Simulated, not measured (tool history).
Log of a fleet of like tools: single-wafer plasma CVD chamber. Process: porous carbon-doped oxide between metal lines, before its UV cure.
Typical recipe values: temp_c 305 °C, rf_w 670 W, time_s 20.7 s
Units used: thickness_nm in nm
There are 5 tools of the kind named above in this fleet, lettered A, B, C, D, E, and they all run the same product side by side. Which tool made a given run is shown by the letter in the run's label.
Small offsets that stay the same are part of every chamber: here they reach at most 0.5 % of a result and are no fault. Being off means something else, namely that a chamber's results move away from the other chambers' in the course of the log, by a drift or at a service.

run	hour	temp_c	rf_w	time_s	read-back reference wafer on the same gauge, thickness_nm	thickness_nm
1D	7.4	305	670	20.7	147.95	133.1
2B	12.9	305	670	20.7	147.98	133.41
3E	21.1	305	670	20.7	147.9	133.44
4C	26.7	305	670	20.7	147.92	133.1
5A	32.4	305	670	20.7	147.89	132.7
6C	40.6	305	670	20.7	147.88	132.88
7E	50.2	305	670	20.7	147.89	133.41
8A	56.8	305	670	20.7	147.86	132.81
9B	66.6	305	670	20.7	147.8	133.15
10D	75.1	305	670	20.7	147.81	133.13
11A	83.1	305	670	20.7	147.79	132.93
12C	92.3	305	670	20.7	147.78	132.99
13E	101.9	305	670	20.7	147.73	133.1
14B	111.9	305	670	20.7	147.67	133.06
15D	119.8	305	670	20.7	147.68	132.97
16D	125.4	305	670	20.7	147.68	133.13
17E	132.9	297	600	20.7	147.67	129.74
18C	139	297	600	20.7	147.66	129.56
19B	143.5	297	600	20.7	147.6	129.47
20A	152.1	297	600	20.7	147.57	128.59
21D	162	297	600	20.7	147.56	129.54
22C	171.1	305	670	20.7	147.56	132.85
23A	178.7	305	670	20.7	147.52	132.7
24E	188	305	670	20.7	147.5	133.04
25B	197.2	305	670	20.7	147.47	132.69
26B	204.8	305	670	20.7	147.48	132.97
27A	212.9	305	670	20.7	147.45	132.24
28C	218.5	305	670	20.7	147.45	132.56
29E	225.3	316	670	20.7	147.41	125.72
30D	230.1	316	670	20.7	147.4	125.4
# hour 237.3: chamber D: thermocouple changed; heater temperature recalibrated
31B	238.9	316	670	20.7	147.37	125.39
32C	245.8	316	670	20.7	147.41	125.35
33E	252.2	316	670	20.7	147.35	125.34
34A	261.1	305	670	20.7	147.31	132.26
35D	268.5	305	670	20.7	147.31	132.65

One chamber off, gauge drift, or nothing amiss beyond the chambers' own small offsets? If it is a chamber, which one, and what is the likeliest cause?

None of the chambers is off. What moves is the gauge, dragging all their readings along together.
Most likely cause: gauge reads low (%) = 0.484.
